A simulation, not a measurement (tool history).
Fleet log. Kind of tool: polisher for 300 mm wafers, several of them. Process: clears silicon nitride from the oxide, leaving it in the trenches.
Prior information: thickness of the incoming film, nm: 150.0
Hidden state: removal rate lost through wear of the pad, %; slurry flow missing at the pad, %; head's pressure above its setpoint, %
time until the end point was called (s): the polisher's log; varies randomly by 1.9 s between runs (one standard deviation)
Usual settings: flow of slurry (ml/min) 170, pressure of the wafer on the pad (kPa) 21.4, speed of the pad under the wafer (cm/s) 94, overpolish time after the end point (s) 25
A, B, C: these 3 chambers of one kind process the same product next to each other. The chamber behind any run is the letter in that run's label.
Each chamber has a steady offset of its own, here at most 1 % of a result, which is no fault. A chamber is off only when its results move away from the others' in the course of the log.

run,hour,flow of slurry (ml/min),pressure of the wafer on the pad (kPa),speed of the pad under the wafer (cm/s),overpolish time after the end point (s),wafers polished on this pad,hours since the slurry nozzle was cleaned,hours since the head pressure was calibrated,time until the end point was called (s)
1B,14,170,21.4,94,25,295,531,1007.5,179.55
2C,28.1,170,21.4,94,25,279,140.2,521.5,177.94
3A,35.3,170,21.4,94,25,745,391.8,229.7,182.77
4B,46,170,21.4,94,25,534,563,1039.5,182.71
5A,54.1,170,21.4,94,25,885,410.6,248.5,181.1
# hour 55.5: chamber B: worn pad replaced by a new one
# hour 56.4: chamber C: worn pad replaced by a new one
6C,65.1,170,21.4,94,25,65,177.2,558.5,184.97
# hour 68.4: chamber B: head pressure recalibrated
7C,80.1,170,21.4,94,25,176,192.2,573.5,183.03
8A,90.9,170,21.4,94,25,1159,447.4,285.3,182.55
# hour 93.9: chamber A: worn pad replaced by a new one
9B,101.6,170,21.4,94,25,343,618.6,33.2,181.64
10A,110.2,170,21.4,94,25,121,466.7,304.6,180.86
11C,119.1,170,21.4,94,25,467,231.2,612.5,184.32
# hour 127.4: chamber C: worn pad replaced by a new one
# hour 129.6: chamber B: worn pad replaced by a new one
12B,131.9,170,21.4,94,25,17,648.9,63.5,180.62
# hour 132.3: chamber B: slurry nozzle cleaned
13C,147.8,170,21.4,94,31,152,259.9,641.2,180.01
14A,161.5,170,21.4,94,31,503,518,355.9,174.48
15B,170.5,170,21.4,94,31,304,38.3,102.1,180.04
16B,185.6,170,21.4,94,25,417,53.4,117.2,178.87
17C,194.3,170,21.4,94,25,498,306.4,687.7,183.53
# hour 202.8: chamber C: worn pad replaced by a new one
18A,209.5,170,21.4,94,25,861,566,403.9,172.52
# hour 212.1: chamber B: worn pad replaced by a new one
19A,220.2,170,21.4,94,25,941,576.7,414.6,172.32
20C,236.5,170,21.4,94,25,251,348.6,729.9,183.04
21B,251.8,170,21.4,94,25,296,119.6,183.4,179.77
22A,264.8,170,21.4,94,25,1273,621.3,459.2,169.18
# hour 265.2: chamber C: worn pad replaced by a new one
23B,275.7,170,21.4,94,25,474,143.5,207.3,182.1
24C,285.1,170,21.4,94,25,148,397.2,778.5,181.47
25C,300.7,170,21.4,94,25,265,412.8,794.1,182.28

Read the log: is a single chamber off, either drifting away or since a service, is the gauge that measures every chamber drifting, or is nothing wrong beyond small per-chamber offsets? Name any odd chamber and what most likely caused it.

It is chamber A that slowly wanders off from its peers.
Likeliest cause: head's pressure above its setpoint, % = 8.99.

Which of the 4 candidates below, each the usual settings with something changed and its results left as question marks, puts chamber A back in line with what the other chambers give on the usual settings?
In line means no further than this from the other chambers' mean on the usual settings: time until the end point was called (s) 6.7
26A-1,312.5,170,21.4,88,25,,,,?
26A-2,312.5,165,21.4,80,25,,,,?
26A-3,312.5,170,24.8,94,25,,,,?
26A-4,312.5,170,22.1,98,25,,,,?

The mean the other chambers reach with the usual settings: time until the end point was called (s) 181.69
run,time until the end point was called (s)
26A-1,179.49
26A-2,198.07
26A-3,144.99
26A-4,156.43
It is 26A-1 that realigns the chamber with its peers.

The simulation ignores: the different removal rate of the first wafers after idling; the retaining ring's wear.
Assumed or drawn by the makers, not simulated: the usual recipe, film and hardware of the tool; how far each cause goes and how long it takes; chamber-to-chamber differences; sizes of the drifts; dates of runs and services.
